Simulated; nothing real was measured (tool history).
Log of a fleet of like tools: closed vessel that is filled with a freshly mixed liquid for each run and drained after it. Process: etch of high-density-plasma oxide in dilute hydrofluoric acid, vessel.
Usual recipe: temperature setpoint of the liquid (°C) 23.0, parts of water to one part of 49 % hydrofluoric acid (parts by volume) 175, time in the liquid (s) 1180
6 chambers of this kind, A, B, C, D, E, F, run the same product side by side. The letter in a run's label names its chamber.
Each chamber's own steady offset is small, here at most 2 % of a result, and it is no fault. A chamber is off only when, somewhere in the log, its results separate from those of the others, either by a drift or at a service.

run,hour,temperature setpoint of the liquid (°C),parts of water to one part of 49 % hydrofluoric acid (parts by volume),time in the liquid (s),hours since the thermometer was replaced,hours since the hydrofluoric acid flow meter was replaced,"read-back film thickness of the high-density-plasma oxide reference wafer, read on the same gauge (nm)",thickness taken off the high-density-plasma oxide on a monitor wafer (angstrom)
1D,9.0,23.0,175,1180,288.7,608.9,140.00,325.71
2B,17.1,23.0,175,1180,737.1,1140.7,139.94,321.22
3A,24.9,23.0,175,1180,306.4,787.8,139.97,324.71
4F,30.0,23.0,175,1180,623.6,860.7,140.00,325.85
5C,37.6,23.0,175,1180,1417.9,587.9,139.95,324.88
6E,43.1,23.0,175,1180,790.9,159.4,139.99,323.70
# hour 46.5: chamber C: hydrofluoric acid flow meter replaced
7D,51.2,23.0,175,1180,330.9,651.1,140.01,324.01
8B,58.2,23.0,175,1180,778.2,1181.8,140.00,321.46
9E,63.9,23.0,175,1180,811.7,180.2,139.97,323.24
10C,72.1,23.0,175,1180,1452.4,25.6,140.05,325.76
11F,78.7,23.0,175,1180,672.3,909.4,140.02,320.25
12A,85.7,23.0,175,1180,367.2,848.6,140.00,330.66
13A,90.3,23.0,175,1180,371.8,853.2,139.97,324.54
14F,95.4,23.0,250,605,689.0,926.1,139.96,105.86
15C,99.7,23.0,250,605,1480.0,53.2,139.99,108.17
16B,106.9,23.0,250,605,826.9,1230.5,140.02,108.10
17D,115.5,23.0,250,605,395.2,715.4,139.98,106.90
18E,123.3,23.0,250,605,871.1,239.6,139.96,107.72
19B,132.1,23.0,250,605,852.1,1255.7,139.97,105.24
20C,139.7,23.0,175,1180,1520.0,93.2,140.01,325.68
21A,147.0,23.0,175,1180,428.5,909.9,140.00,330.82
22D,154.2,23.0,175,1180,433.9,754.1,139.98,328.22
23F,162.6,23.0,175,1180,756.2,993.3,140.00,320.51
24E,168.3,23.0,175,1180,916.1,284.6,140.03,318.87
25F,177.2,19.5,260,1180,770.8,1007.9,140.00,173.04
26E,182.6,19.5,260,1180,930.4,298.9,140.00,174.06
27A,190.3,19.5,260,1180,471.8,953.2,140.01,176.79
28B,194.9,19.5,260,1180,914.9,1318.5,139.99,173.25
29D,201.2,19.5,260,1180,480.9,801.1,139.99,181.65
30C,209.9,19.5,260,1180,1590.2,163.4,140.02,175.24
31D,217.9,23.0,175,1180,497.6,817.8,139.98,332.33
32A,224.0,23.0,175,1180,505.5,986.9,140.00,327.18
33F,230.2,23.0,175,1180,823.8,1060.9,139.97,322.12
34C,235.8,23.0,175,1180,1616.1,189.3,139.97,330.60
35B,241.5,23.0,175,1180,961.5,1365.1,139.98,320.82
36E,250.3,23.0,175,1180,998.1,366.6,140.02,323.74
37A,255.1,23.0,175,1180,536.6,1018.0,140.00,330.27
38F,260.8,23.0,175,1180,854.4,1091.5,140.00,322.90
39C,268.3,23.0,175,1180,1648.6,221.8,140.02,324.73
40E,275.8,23.0,175,1180,1023.6,392.1,139.97,319.43

All 6 chambers run these settings next. Forecast each chamber's results:
41A,282.4,23.0,175,900,,,,?
41B,282.4,23.0,175,900,,,,?
41C,282.4,23.0,175,900,,,,?
41D,282.4,23.0,175,900,,,,?
41E,282.4,23.0,175,900,,,,?
41F,282.4,23.0,175,900,,,,?

run,thickness taken off the high-density-plasma oxide on a monitor wafer (angstrom)
41A,253.79
41B,241.85
41C,248.71
41D,260.33
41E,244.71
41F,244.86
